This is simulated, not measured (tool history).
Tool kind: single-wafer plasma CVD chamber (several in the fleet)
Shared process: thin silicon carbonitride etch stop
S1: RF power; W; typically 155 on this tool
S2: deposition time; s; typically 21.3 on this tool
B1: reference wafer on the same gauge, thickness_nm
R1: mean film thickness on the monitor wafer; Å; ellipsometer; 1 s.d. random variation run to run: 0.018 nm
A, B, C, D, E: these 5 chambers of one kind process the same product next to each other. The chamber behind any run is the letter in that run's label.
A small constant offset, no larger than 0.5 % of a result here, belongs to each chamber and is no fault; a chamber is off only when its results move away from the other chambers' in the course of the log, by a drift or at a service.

Run 1A, hour 14.6: usual settings; B1 11.105. Result: R1 112.500 Å.
Run 2B, hour 28.8: usual settings; B1 11.109. Result: R1 112.070 Å.
Run 3C, hour 39.0: usual settings; B1 11.109. Result: R1 112.470 Å.
Run 4D, hour 49.2: usual settings; B1 11.110. Result: R1 112.650 Å.
Run 5E, hour 60.1: usual settings; B1 11.112. Result: R1 112.610 Å.
Run 6C, hour 70.2: usual settings; B1 11.119. Result: R1 112.400 Å.
Run 7D, hour 78.5: usual settings; B1 11.119. Result: R1 112.620 Å.
Run 8A, hour 90.5: usual settings; B1 11.119. Result: R1 113.040 Å.
Run 9B, hour 104.0: usual settings; B1 11.116. Result: R1 112.100 Å.
Run 10E, hour 111.6: usual settings; B1 11.127. Result: R1 112.760 Å.
Run 11A, hour 119.6: usual settings; B1 11.121. Result: R1 112.690 Å.
Run 12D, hour 127.8: usual settings; B1 11.134. Result: R1 113.010 Å.
Run 13C, hour 136.2: usual settings; B1 11.130. Result: R1 112.390 Å.
Run 14E, hour 144.0: usual settings; B1 11.126. Result: R1 112.230 Å.
Run 15B, hour 156.7: usual settings; B1 11.135. Result: R1 112.150 Å.
Run 16B, hour 168.2: usual settings; B1 11.135. Result: R1 112.150 Å.
Run 17E, hour 182.9: usual settings; B1 11.140. Result: R1 112.620 Å.
Run 18D, hour 194.5: usual settings; B1 11.144. Result: R1 113.370 Å.
Run 19C, hour 207.1: usual settings; B1 11.145. Result: R1 112.740 Å.
Run 20A, hour 218.6: usual settings; B1 11.154. Result: R1 113.000 Å.
Run 21B, hour 226.2: usual settings but S2 19.8 s; B1 11.148. Result: R1 104.290 Å.
At hour 228.7: chamber E: thermocouple changed; heater temperature recalibrated.
Run 22E, hour 238.4: usual settings but S2 19.8 s; B1 11.150. Result: R1 104.580 Å.
Run 23C, hour 246.6: usual settings but S2 19.8 s; B1 11.151. Result: R1 104.550 Å.
Run 24A, hour 255.4: usual settings but S2 19.8 s; B1 11.155. Result: R1 105.130 Å.
Run 25D, hour 265.6: usual settings but S2 19.8 s; B1 11.161. Result: R1 105.020 Å.
Run 26E, hour 275.3: usual settings; B1 11.165. Result: R1 112.830 Å.
Run 27D, hour 286.2: usual settings but S2 17.7 s; B1 11.160. Result: R1 94.220 Å.
Run 28C, hour 300.0: usual settings but S2 17.7 s; B1 11.162. Result: R1 93.826 Å.
Run 29B, hour 307.6: usual settings but S2 17.7 s; B1 11.168. Result: R1 93.476 Å.
Run 30A, hour 315.1: usual settings but S2 17.7 s; B1 11.170. Result: R1 94.183 Å.
Run 31A, hour 326.3: usual settings but S2 17.7 s; B1 11.173. Result: R1 94.153 Å.

The same settings go to every chamber for the next run, one line per chamber below. Forecast the results for each:
Run 32A, hour 336.9: usual settings. Result: R1 ?.
Run 32B, hour 336.9: usual settings. Result: R1 ?.
Run 32C, hour 336.9: usual settings. Result: R1 ?.
Run 32D, hour 336.9: usual settings. Result: R1 ?.
Run 32E, hour 336.9: usual settings. Result: R1 ?.

run       R1
32A  113.210
32B  112.610
32C  113.140
32D  113.480
32E  113.010

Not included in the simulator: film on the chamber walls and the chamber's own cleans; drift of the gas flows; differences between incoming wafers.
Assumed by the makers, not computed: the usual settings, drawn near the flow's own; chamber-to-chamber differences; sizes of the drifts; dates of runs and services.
